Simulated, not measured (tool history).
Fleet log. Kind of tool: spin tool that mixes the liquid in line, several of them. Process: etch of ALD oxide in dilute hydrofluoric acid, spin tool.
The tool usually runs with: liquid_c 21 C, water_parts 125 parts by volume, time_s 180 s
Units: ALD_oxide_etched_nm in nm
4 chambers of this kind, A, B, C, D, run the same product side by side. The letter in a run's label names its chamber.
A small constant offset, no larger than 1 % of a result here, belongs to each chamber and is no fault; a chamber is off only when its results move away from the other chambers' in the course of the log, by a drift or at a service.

| run | hour | liquid_c | water_parts | time_s | hours since the thermometer was replaced | hours since the hydrofluoric acid flow meter was replaced | read-back film thickness of the ALD oxide reference wafer, read on the same gauge (nm) | ALD_oxide_etched_nm |
|---|---|---|---|---|---|---|---|---|
| 1C | 6.9 | 21 | 125 | 180 | 126 | 1694.3 | 150.02 | 15.806 |
| 2B | 16.4 | 21 | 125 | 180 | 812.1 | 117.5 | 149.99 | 16.004 |
| 3D | 23.5 | 21 | 125 | 180 | 1099.3 | 1234 | 150.02 | 16.275 |
| 4A | 29.4 | 21 | 125 | 180 | 1261.3 | 195.4 | 150 | 16.076 |
| 5D | 40.9 | 21 | 125 | 180 | 1116.7 | 1251.4 | 150.04 | 16.045 |
| 6B | 52.6 | 21 | 125 | 125 | 848.3 | 153.7 | 150.01 | 11.18 |
| 7C | 59.1 | 21 | 125 | 125 | 178.2 | 1746.5 | 150.03 | 11.204 |
| 8A | 71.8 | 21 | 125 | 125 | 1303.7 | 237.8 | 150.04 | 11.102 |
| 9C | 77.8 | 21 | 125 | 125 | 196.9 | 1765.2 | 150.02 | 11.168 |
| 10A | 87.7 | 21 | 125 | 180 | 1319.6 | 253.7 | 150.01 | 16.014 |
| 11D | 96.4 | 21 | 160 | 265 | 1172.2 | 1306.9 | 149.98 | 18.005 |
| 12B | 105.3 | 21 | 160 | 265 | 901 | 206.4 | 150.02 | 17.662 |
| 13A | 111.8 | 21 | 160 | 265 | 1343.7 | 277.8 | 150.03 | 17.856 |
| 14B | 121 | 21 | 160 | 265 | 916.7 | 222.1 | 150.06 | 17.68 |
| 15D | 134.4 | 21 | 125 | 180 | 1210.2 | 1344.9 | 150 | 15.906 |
| 16C | 144.4 | 21 | 125 | 180 | 263.5 | 1831.8 | 149.99 | 16.205 |
| 17A | 155.6 | 21 | 125 | 180 | 1387.5 | 321.6 | 150.01 | 15.822 |
| 18C | 162.6 | 23.5 | 155 | 180 | 281.7 | 1850 | 149.93 | 13.864 |
| 19D | 170.4 | 23.5 | 155 | 180 | 1246.2 | 1380.9 | 150.05 | 13.866 |
| 20B | 179.2 | 23.5 | 155 | 180 | 974.9 | 280.3 | 150 | 13.629 |
| 21D | 186.9 | 23.5 | 155 | 180 | 1262.7 | 1397.4 | 150 | 13.921 |
| 22B | 197.4 | 21 | 125 | 180 | 993.1 | 298.5 | 149.98 | 16.261 |
| 23C | 207.5 | 21 | 125 | 180 | 326.6 | 1894.9 | 150.03 | 15.828 |
| 24A | 219 | 21 | 125 | 180 | 1450.9 | 385 | 149.99 | 15.712 |
| 25B | 225.6 | 21 | 125 | 180 | 1021.3 | 326.7 | 149.98 | 16.174 |
| 26A | 234.3 | 21 | 125 | 180 | 1466.2 | 400.3 | 150.03 | 15.746 |
| 27D | 247 | 26 | 70 | 180 | 1322.8 | 1457.5 | 150.01 | 36.914 |
| 28C | 255.5 | 26 | 70 | 180 | 374.6 | 1942.9 | 149.96 | 37.507 |
| 29A | 262.7 | 26 | 70 | 180 | 1494.6 | 428.7 | 150.03 | 36.021 |
| 30B | 270.6 | 26 | 70 | 180 | 1066.3 | 371.7 | 149.99 | 37.39 |
| 31C | 277.6 | 21 | 125 | 180 | 396.7 | 1965 | 150.04 | 15.828 |
| 32D | 286.5 | 21 | 125 | 180 | 1362.3 | 1497 | 150.02 | 16.086 |
| 33A | 293.3 | 21 | 125 | 180 | 1525.2 | 459.3 | 150.03 | 15.471 |
| 34B | 301.5 | 21 | 125 | 180 | 1097.2 | 402.6 | 150 | 15.928 |
| 35C | 312.7 | 21 | 125 | 180 | 431.8 | 2000.1 | 149.98 | 15.95 |
| 36D | 323.4 | 21 | 125 | 180 | 1399.2 | 1533.9 | 150.05 | 16.009 |
| 37A | 331.9 | 21 | 125 | 180 | 1563.8 | 497.9 | 150.02 | 15.421 |
| 38C | 344.8 | 21 | 125 | 145 | 463.9 | 2032.2 | 149.97 | 12.94 |
| 39D | 358.3 | 21 | 125 | 145 | 1434.1 | 1568.8 | 149.97 | 12.985 |
|  | 365.1 | chamber D: hydrofluoric acid flow meter replaced |
| 40B | 370.2 | 21 | 125 | 145 | 1165.9 | 471.3 | 150 | 13.115 |
| 41B | 378.9 | 21 | 125 | 145 | 1174.6 | 480 | 150.01 | 12.956 |
| 42D | 386.7 | 21 | 125 | 180 | 1462.5 | 21.7 | 150.04 | 16.235 |

All 4 chambers run these settings next. Forecast each chamber's results:
| 43A | 396.5 | 21 | 125 | 180 |  |  |  | ? |
| 43B | 396.5 | 21 | 125 | 180 |  |  |  | ? |
| 43C | 396.5 | 21 | 125 | 180 |  |  |  | ? |
| 43D | 396.5 | 21 | 125 | 180 |  |  |  | ? |

| run | ALD_oxide_etched_nm |
|---|---|
| 43A | 15.192 |
| 43B | 15.997 |
| 43C | 15.888 |
| 43D | 16.251 |
